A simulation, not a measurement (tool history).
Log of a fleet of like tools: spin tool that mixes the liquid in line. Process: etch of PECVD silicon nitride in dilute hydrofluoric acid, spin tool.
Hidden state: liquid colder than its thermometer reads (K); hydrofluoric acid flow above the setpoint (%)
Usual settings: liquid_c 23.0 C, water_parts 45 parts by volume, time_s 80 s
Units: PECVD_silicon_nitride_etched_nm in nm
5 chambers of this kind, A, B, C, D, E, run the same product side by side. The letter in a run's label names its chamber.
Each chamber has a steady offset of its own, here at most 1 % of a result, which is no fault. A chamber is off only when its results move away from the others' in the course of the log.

run	hour	liquid_c	water_parts	time_s	hours since the thermometer was replaced	hours since the hydrofluoric acid flow meter was replaced	read-back film thickness of the PECVD silicon nitride reference wafer, read on the same gauge (nm)	PECVD_silicon_nitride_etched_nm
1C	3.9	23.0	45	80	2571.8	634.0	89.983	5.5483
# hour 4.6: chamber C: thermometer replaced
2A	8.8	23.0	45	80	1012.7	166.9	90.007	5.5072
3B	14.5	23.0	45	80	842.1	54.0	89.987	5.5220
4D	19.4	23.0	45	80	401.9	303.6	89.998	5.5216
5E	23.6	23.0	45	80	38.6	1673.6	89.989	5.5234
6D	28.7	23.0	45	80	411.2	312.9	89.986	5.5079
7B	34.1	23.0	45	80	861.7	73.6	89.995	5.6002
8C	38.5	19.5	45	55	33.9	668.6	90.014	2.9811
9A	42.5	19.5	45	55	1046.4	200.6	90.016	2.9849
10E	46.9	19.5	45	55	61.9	1696.9	90.020	2.9730
11E	50.3	19.5	45	55	65.3	1700.3	90.014	3.0219
12C	53.9	19.5	45	55	49.3	684.0	89.992	2.9699
13B	57.8	21.0	60	80	885.4	97.3	89.996	3.5731
14A	62.1	21.0	60	80	1066.0	220.2	89.995	3.6088
15D	66.4	21.0	60	80	448.9	350.6	90.004	3.6240
16E	70.8	21.0	60	80	85.8	1720.8	90.009	3.6190
17D	75.4	21.0	60	80	457.9	359.6	89.991	3.6036
18B	81.1	23.0	45	80	908.7	120.6	89.991	5.5887
19C	85.8	23.0	45	80	81.2	715.9	89.997	5.5204
20A	91.0	23.0	45	80	1094.9	249.1	90.010	5.5670
21A	95.7	23.0	45	80	1099.6	253.8	90.013	5.5394
22D	100.4	23.0	45	80	482.9	384.6	90.003	5.5410
23E	104.8	23.0	45	80	119.8	1754.8	89.996	5.6566
24B	110.5	23.0	45	80	938.1	150.0	89.984	5.5209
25C	115.6	23.0	45	80	111.0	745.7	89.983	5.5520
26E	121.3	23.0	45	80	136.3	1771.3	89.986	5.6256
27B	125.5	23.0	45	80	953.1	165.0	89.997	5.4544
28D	130.8	23.0	45	80	513.3	415.0	89.994	5.5578
29C	135.6	23.0	45	80	131.0	765.7	90.016	5.6118
30A	141.2	23.0	45	80	1145.1	299.3	90.002	5.5169
31D	145.4	20.5	45	80	527.9	429.6	89.981	4.6443
32B	150.1	20.5	45	80	977.7	189.6	89.991	4.6117
33E	153.9	20.5	45	80	168.9	1803.9	89.979	4.7467
34C	157.4	20.5	45	80	152.8	787.5	89.982	4.6065

All 5 chambers run these settings next. Forecast each chamber's results:
35A	161.9	23.0	45	80				?
35B	161.9	23.0	45	80				?
35C	161.9	23.0	45	80				?
35D	161.9	23.0	45	80				?
35E	161.9	23.0	45	80				?

run	PECVD_silicon_nitride_etched_nm
35A	5.5632
35B	5.5325
35C	5.5409
35D	5.5557
35E	5.5037
